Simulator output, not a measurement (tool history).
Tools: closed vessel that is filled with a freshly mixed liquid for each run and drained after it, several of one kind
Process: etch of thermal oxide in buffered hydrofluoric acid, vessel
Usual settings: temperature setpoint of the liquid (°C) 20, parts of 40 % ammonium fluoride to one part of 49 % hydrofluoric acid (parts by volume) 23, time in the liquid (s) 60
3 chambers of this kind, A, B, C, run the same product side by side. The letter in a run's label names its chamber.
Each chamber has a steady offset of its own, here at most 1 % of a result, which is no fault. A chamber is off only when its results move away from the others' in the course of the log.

| run | hour | temperature setpoint of the liquid (°C) | parts of 40 % ammonium fluoride to one part of 49 % hydrofluoric acid (parts by volume) | time in the liquid (s) | read-back film thickness of the thermal oxide reference wafer, read on the same gauge (nm) | thickness taken off the thermal oxide on a monitor wafer (nm) |
|---|---|---|---|---|---|---|
| 1A | 16 | 20 | 23 | 60 | 89.994 | 26.196 |
| 2C | 31.4 | 20 | 23 | 60 | 90.011 | 26.39 |
| 3B | 42.2 | 20 | 23 | 60 | 90.021 | 26.441 |
|  | 45.2 | chamber A: thermometer replaced |
| 4C | 54.7 | 20 | 23 | 60 | 89.993 | 26.395 |
| 5A | 67.9 | 20 | 23 | 60 | 89.969 | 26.237 |
| 6B | 77.7 | 20 | 23 | 60 | 90.016 | 26.336 |
| 7B | 91.3 | 20 | 23 | 60 | 90.018 | 26.544 |
| 8C | 99.7 | 20 | 23 | 60 | 90.015 | 26.347 |
| 9A | 111.2 | 20 | 23 | 60 | 89.992 | 26.509 |
| 10B | 118.8 | 20 | 23 | 60 | 89.98 | 26.343 |
| 11C | 129.6 | 20 | 18 | 60 | 89.975 | 31.977 |
| 12A | 144.4 | 20 | 18 | 60 | 90.009 | 31.943 |
| 13B | 160.6 | 20 | 18 | 60 | 89.972 | 32.224 |
| 14A | 173.1 | 20 | 23 | 60 | 89.998 | 26.417 |
| 15C | 185.4 | 20 | 23 | 60 | 89.971 | 26.172 |
| 16B | 194.5 | 20 | 23 | 60 | 89.986 | 26.262 |
| 17A | 208.7 | 20 | 23 | 60 | 90.002 | 26.37 |
| 18C | 217.1 | 20 | 23 | 60 | 90.007 | 25.955 |
| 19B | 232.7 | 20 | 23 | 60 | 90.017 | 26.319 |
| 20A | 243.9 | 20 | 23 | 60 | 90.01 | 26.476 |
| 21C | 253.1 | 20 | 23 | 60 | 89.993 | 25.888 |
| 22C | 266.2 | 20 | 23 | 60 | 89.983 | 26.039 |
| 23A | 278.2 | 23.5 | 23 | 80 | 90.01 | 42.76 |
| 24B | 289.2 | 23.5 | 23 | 80 | 89.991 | 42.656 |
| 25B | 302.1 | 23.5 | 23 | 80 | 89.981 | 42.866 |
| 26A | 312 | 20 | 23 | 60 | 89.976 | 26.021 |
| 27C | 324.4 | 18 | 30 | 60 | 90.022 | 19.119 |
| 28A | 333.3 | 18 | 30 | 60 | 89.994 | 19.567 |
| 29B | 343 | 18 | 30 | 60 | 90 | 19.691 |
| 30C | 353.2 | 23.5 | 23 | 60 | 90.011 | 31.465 |
| 31B | 363.9 | 23.5 | 23 | 60 | 90.002 | 31.967 |
|  | 364.5 | chamber A: hydrofluoric acid flow meter replaced |
| 32A | 372.5 | 23.5 | 23 | 60 | 90.014 | 32.158 |
| 33C | 387.3 | 20 | 23 | 60 | 89.993 | 25.691 |

Next, every chamber runs the same settings. What will each give?
| 34A | 398.9 | 20 | 23 | 60 |  | ? |
| 34B | 398.9 | 20 | 23 | 60 |  | ? |
| 34C | 398.9 | 20 | 23 | 60 |  | ? |

| run | thickness taken off the thermal oxide on a monitor wafer (nm) |
|---|---|
| 34A | 26.161 |
| 34B | 26.331 |
| 34C | 25.529 |

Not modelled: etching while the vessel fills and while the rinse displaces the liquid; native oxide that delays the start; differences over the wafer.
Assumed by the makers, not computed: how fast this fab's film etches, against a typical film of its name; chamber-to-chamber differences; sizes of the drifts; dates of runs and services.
